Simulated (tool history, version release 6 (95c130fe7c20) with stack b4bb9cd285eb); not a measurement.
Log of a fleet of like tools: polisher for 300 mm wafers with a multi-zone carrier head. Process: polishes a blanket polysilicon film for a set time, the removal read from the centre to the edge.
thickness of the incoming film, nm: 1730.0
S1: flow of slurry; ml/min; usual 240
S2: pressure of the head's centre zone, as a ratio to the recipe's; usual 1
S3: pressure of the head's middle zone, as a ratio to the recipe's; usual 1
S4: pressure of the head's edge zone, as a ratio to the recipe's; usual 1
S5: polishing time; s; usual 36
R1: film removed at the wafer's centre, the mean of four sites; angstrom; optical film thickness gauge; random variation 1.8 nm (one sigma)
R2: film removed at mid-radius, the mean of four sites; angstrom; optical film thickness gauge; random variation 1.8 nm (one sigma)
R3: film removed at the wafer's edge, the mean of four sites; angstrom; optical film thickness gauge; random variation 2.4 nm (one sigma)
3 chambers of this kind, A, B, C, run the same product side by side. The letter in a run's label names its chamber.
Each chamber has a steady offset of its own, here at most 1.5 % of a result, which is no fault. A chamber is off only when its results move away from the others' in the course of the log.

| run | hour | S1 | S2 | S3 | S4 | S5 | R1 | R2 | R3 |
|---|---|---|---|---|---|---|---|---|---|
| 1A | 4.6 | 240 | 1 | 1 | 1 | 36 | 1680.5 | 1722.6 | 1715.4 |
|  | 6.9 | chamber A: slurry nozzle cleaned |
| 2C | 10.9 | 240 | 1 | 1 | 1 | 36 | 1701.5 | 1674.3 | 1780.2 |
| 3B | 17.5 | 240 | 1 | 1 | 1 | 36 | 1702.8 | 1709 | 1708 |
| 4B | 24.4 | 240 | 1 | 1 | 1 | 36 | 1707.3 | 1727.4 | 1726.6 |
| 5A | 33.3 | 240 | 1 | 1 | 1 | 36 | 1690.1 | 1692.8 | 1701.9 |
| 6C | 38.9 | 240 | 1 | 1 | 1 | 36 | 1735.7 | 1710.2 | 1742.2 |
| 7A | 45.1 | 240 | 1 | 1 | 1 | 36 | 1701.1 | 1676.7 | 1762.2 |
|  | 47 | chamber C: slurry nozzle cleaned |
| 8B | 55.7 | 240 | 1 | 1 | 1 | 36 | 1722 | 1711.5 | 1696.2 |
|  | 63.4 | chamber A: worn pad replaced by a new one |
|  | 64.1 | chamber B: worn pad replaced by a new one |
| 9C | 66.2 | 240 | 1 | 1 | 1 | 36 | 1696.4 | 1675.2 | 1684.8 |
| 10C | 72.1 | 240 | 1 | 1 | 1 | 36 | 1669.9 | 1688.3 | 1671 |
| 11B | 81.2 | 240 | 1 | 1 | 1 | 36 | 1726.1 | 1696 | 1762.4 |
| 12A | 87.3 | 240 | 1 | 1 | 1 | 36 | 1722.5 | 1705.2 | 1715.2 |
| 13B | 95.9 | 240 | 1 | 1 | 1 | 36 | 1723.1 | 1724.4 | 1749.8 |
| 14C | 101.1 | 240 | 1 | 1 | 1 | 36 | 1634 | 1618.6 | 1665.9 |
| 15A | 109.6 | 240 | 1 | 1 | 1 | 36 | 1703.8 | 1680.6 | 1702.3 |
| 16A | 116.9 | 240 | 1 | 1 | 1 | 36 | 1662.8 | 1704.4 | 1722 |
| 17B | 122.7 | 240 | 1 | 1 | 1 | 36 | 1755 | 1689.5 | 1754.6 |
| 18C | 131 | 240 | 1 | 1 | 1 | 36 | 1611 | 1588.9 | 1636.7 |
| 19B | 138.7 | 240 | 1 | 1 | 1 | 36 | 1709.3 | 1698.1 | 1741.8 |
| 20A | 149.1 | 240 | 1 | 1 | 1 | 36 | 1670 | 1737.2 | 1753.7 |
| 21C | 155.4 | 240 | 1 | 1 | 1 | 36 | 1609.2 | 1595 | 1595.6 |
|  | 160.6 | chamber B: worn pad replaced by a new one |
| 22B | 160.8 | 240 | 1 | 1 | 1 | 36 | 1705.4 | 1717.5 | 1738 |
| 23C | 167 | 240 | 1 | 1 | 1 | 36 | 1581.1 | 1564 | 1578 |
| 24A | 175.4 | 240 | 1 | 1 | 1 | 36 | 1706.4 | 1697.4 | 1751.3 |
| 25C | 184 | 240 | 1 | 1 | 1 | 36 | 1542.1 | 1575.8 | 1534.9 |

What goes on in this fleet: one chamber off, a drifting gauge, or nothing beyond the chambers' own small offsets? Name the chamber and the cause, if any.

Chamber C drifts away from the others.
Cause: removal rate lost through wear of the pad, % = 9.6.

Here are 4 candidates for chamber C's next run, each the usual settings with a change, their results left as question marks. Which one brings its results back in line with what the others give on the usual settings?
In line means no further than this from the other chambers' mean on the usual settings: R1 63 angstrom; R2 63 angstrom; R3 85 angstrom
| 26C-1 | 191.6 | 240 | 1 | 1 | 1 | 35 | ? | ? | ? |
| 26C-2 | 191.6 | 240 | 1.01 | 1 | 0.99 | 32 | ? | ? | ? |
| 26C-3 | 191.6 | 240 | 0.99 | 1 | 1.01 | 40 | ? | ? | ? |
| 26C-4 | 191.6 | 240 | 1 | 1 | 1 | 37 | ? | ? | ? |

The other chambers' mean on the usual settings: R1 1701.3 angstrom; R2 1708.8 angstrom; R3 1722.3 angstrom
| run | R1 | R2 | R3 |
|---|---|---|---|
| 26C-1 | 1515 | 1504.7 | 1505.7 |
| 26C-2 | 1400.5 | 1375.6 | 1369.3 |
| 26C-3 | 1712.2 | 1719.7 | 1729.9 |
| 26C-4 | 1601.5 | 1590.7 | 1591.7 |
26C-3 brings the chamber back in line.
